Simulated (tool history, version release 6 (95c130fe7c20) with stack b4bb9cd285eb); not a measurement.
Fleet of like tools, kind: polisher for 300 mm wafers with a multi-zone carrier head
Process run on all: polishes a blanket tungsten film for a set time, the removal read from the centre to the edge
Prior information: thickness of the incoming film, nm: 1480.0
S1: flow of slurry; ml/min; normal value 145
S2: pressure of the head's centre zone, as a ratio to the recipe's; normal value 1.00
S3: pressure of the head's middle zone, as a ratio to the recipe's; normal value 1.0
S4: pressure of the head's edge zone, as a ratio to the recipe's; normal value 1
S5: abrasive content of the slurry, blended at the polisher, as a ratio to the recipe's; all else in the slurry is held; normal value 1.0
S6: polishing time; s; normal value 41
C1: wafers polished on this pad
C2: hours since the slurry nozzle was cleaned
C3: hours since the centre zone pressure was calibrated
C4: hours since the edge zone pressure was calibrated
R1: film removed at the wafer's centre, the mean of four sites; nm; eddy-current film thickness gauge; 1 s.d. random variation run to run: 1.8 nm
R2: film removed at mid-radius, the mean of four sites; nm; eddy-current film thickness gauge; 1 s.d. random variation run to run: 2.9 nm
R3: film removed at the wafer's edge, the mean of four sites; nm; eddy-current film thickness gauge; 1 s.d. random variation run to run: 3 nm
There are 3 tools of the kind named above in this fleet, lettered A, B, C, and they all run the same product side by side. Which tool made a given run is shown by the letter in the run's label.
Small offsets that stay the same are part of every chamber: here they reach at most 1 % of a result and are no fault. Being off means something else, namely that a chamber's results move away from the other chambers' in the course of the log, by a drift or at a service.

run 1C hour=9.2 | S1=145 S2=1.00 S3=1.0 S4=1 S5=1.0 S6=41 | C1=1097 C2=575.1 C3=1007.4 C4=456.1 | R1=233.62 R2=232.90 R3=227.20
-- hour=12.1 chamber C: worn pad replaced by a new one
run 2B hour=14.7 | S1=145 S2=1.00 S3=1.0 S4=1 S5=1.0 S6=41 | C1=1197 C2=125.1 C3=322.0 C4=339.2 | R1=231.97 R2=234.24 R3=228.09
-- hour=17.8 chamber B: worn pad replaced by a new one
run 3A hour=24.2 | S1=145 S2=1.00 S3=1.0 S4=1 S5=1.0 S6=41 | C1=528 C2=214.7 C3=234.9 C4=558.9 | R1=230.46 R2=234.90 R3=233.96
run 4C hour=29.5 | S1=145 S2=1.00 S3=1.0 S4=1 S5=1.0 S6=41 | C1=172 C2=595.4 C3=1027.7 C4=476.4 | R1=233.23 R2=226.65 R3=227.52
-- hour=31.6 chamber C: slurry nozzle cleaned
run 5B hour=38.2 | S1=145 S2=1.00 S3=1.0 S4=1 S5=1.0 S6=41 | C1=202 C2=148.6 C3=345.5 C4=362.7 | R1=231.47 R2=232.84 R3=229.21
run 6A hour=44.6 | S1=145 S2=1.00 S3=1.0 S4=1 S5=1.0 S6=41 | C1=730 C2=235.1 C3=255.3 C4=579.3 | R1=229.86 R2=232.45 R3=226.45
run 7C hour=49.6 | S1=145 S2=1.00 S3=1.0 S4=1 S5=1.0 S6=41 | C1=372 C2=18.1 C3=1047.8 C4=496.5 | R1=230.04 R2=230.78 R3=229.36
run 8B hour=58.8 | S1=145 S2=1.00 S3=1.0 S4=1 S5=1.0 S6=41 | C1=407 C2=169.2 C3=366.1 C4=383.3 | R1=234.45 R2=231.37 R3=230.15
-- hour=59.6 chamber C: centre zone pressure recalibrated
run 9A hour=66.4 | S1=145 S2=1.00 S3=1.0 S4=1 S5=1.0 S6=41 | C1=946 C2=256.9 C3=277.1 C4=601.1 | R1=229.85 R2=226.54 R3=232.42
run 10C hour=72.9 | S1=145 S2=1.00 S3=1.0 S4=1 S5=1.0 S6=41 | C1=603 C2=41.4 C3=13.4 C4=519.8 | R1=235.67 R2=231.49 R3=229.27
run 11A hour=77.4 | S1=145 S2=1.00 S3=1.0 S4=1 S5=1.0 S6=41 | C1=1055 C2=267.9 C3=288.1 C4=612.1 | R1=223.09 R2=226.69 R3=232.50
run 12B hour=82.3 | S1=145 S2=0.95 S3=1.0 S4=1 S5=1.0 S6=41 | C1=640 C2=192.7 C3=389.6 C4=406.8 | R1=219.50 R2=232.26 R3=227.16
run 13A hour=87.0 | S1=145 S2=0.95 S3=1.0 S4=1 S5=1.0 S6=41 | C1=1151 C2=277.5 C3=297.7 C4=621.7 | R1=212.35 R2=227.83 R3=222.75
run 14C hour=96.6 | S1=145 S2=0.95 S3=1.0 S4=1 S5=1.0 S6=41 | C1=838 C2=65.1 C3=37.1 C4=543.5 | R1=221.64 R2=233.12 R3=227.53
run 15B hour=105.6 | S1=145 S2=1.00 S3=1.0 S4=1 S5=1.0 S6=41 | C1=871 C2=216.0 C3=412.9 C4=430.1 | R1=230.07 R2=234.37 R3=228.37
run 16B hour=111.5 | S1=145 S2=1.00 S3=1.0 S4=1 S5=0.8 S6=41 | C1=929 C2=221.9 C3=418.8 C4=436.0 | R1=215.82 R2=216.07 R3=212.59
-- hour=116.6 chamber C: worn pad replaced by a new one
run 17C hour=120.1 | S1=145 S2=1.00 S3=1.0 S4=1 S5=0.8 S6=41 | C1=34 C2=88.6 C3=60.6 C4=567.0 | R1=223.66 R2=216.86 R3=220.58
-- hour=120.3 chamber B: worn pad replaced by a new one
run 18A hour=126.1 | S1=145 S2=1.00 S3=1.0 S4=1 S5=0.8 S6=41 | C1=1538 C2=316.6 C3=336.8 C4=660.8 | R1=206.59 R2=210.02 R3=209.19
run 19B hour=135.7 | S1=145 S2=1.00 S3=1.0 S4=1 S5=1.0 S6=41 | C1=153 C2=246.1 C3=443.0 C4=460.2 | R1=235.14 R2=229.19 R3=230.14
run 20A hour=145.6 | S1=145 S2=1.00 S3=1.0 S4=1 S5=1.0 S6=41 | C1=1732 C2=336.1 C3=356.3 C4=680.3 | R1=217.93 R2=221.20 R3=221.79
run 21C hour=152.8 | S1=145 S2=1.00 S3=1.0 S4=1 S5=1.0 S6=41 | C1=359 C2=121.3 C3=93.3 C4=599.7 | R1=235.29 R2=233.31 R3=227.32
-- hour=155.0 chamber A: slurry nozzle cleaned
run 22B hour=159.4 | S1=145 S2=1.00 S3=1.0 S4=1 S5=1.0 S6=41 | C1=388 C2=269.8 C3=466.7 C4=483.9 | R1=232.01 R2=231.47 R3=229.21
run 23C hour=167.0 | S1=145 S2=1.00 S3=1.0 S4=1 S5=1.0 S6=41 | C1=499 C2=135.5 C3=107.5 C4=613.9 | R1=231.83 R2=227.84 R3=229.20
-- hour=172.7 chamber C: edge zone pressure recalibrated
run 24A hour=173.8 | S1=145 S2=1.00 S3=1.1 S4=1 S5=1.0 S6=49 | C1=2011 C2=18.9 C3=384.5 C4=708.5 | R1=253.07 R2=275.98 R3=258.48
run 25C hour=181.9 | S1=145 S2=1.00 S3=1.1 S4=1 S5=1.0 S6=49 | C1=647 C2=150.4 C3=122.4 C4=9.3 | R1=276.59 R2=301.05 R3=275.37
run 26B hour=187.6 | S1=145 S2=1.00 S3=1.1 S4=1 S5=1.0 S6=49 | C1=667 C2=298.0 C3=494.9 C4=512.1 | R1=279.81 R2=298.41 R3=279.15

For the next run the whole fleet of 3 chambers uses the same settings. Give each chamber's results:
run 27A hour=194.7 | S1=145 S2=1.00 S3=1.0 S4=1 S5=1.0 S6=41 | R1=? R2=? R3=?
run 27B hour=194.7 | S1=145 S2=1.00 S3=1.0 S4=1 S5=1.0 S6=41 | R1=? R2=? R3=?
run 27C hour=194.7 | S1=145 S2=1.00 S3=1.0 S4=1 S5=1.0 S6=41 | R1=? R2=? R3=?

run=27A R1=212.14 R2=208.49 R3=208.91
run=27B R1=231.49 R2=231.48 R3=230.93
run=27C R1=234.70 R2=237.20 R3=231.46

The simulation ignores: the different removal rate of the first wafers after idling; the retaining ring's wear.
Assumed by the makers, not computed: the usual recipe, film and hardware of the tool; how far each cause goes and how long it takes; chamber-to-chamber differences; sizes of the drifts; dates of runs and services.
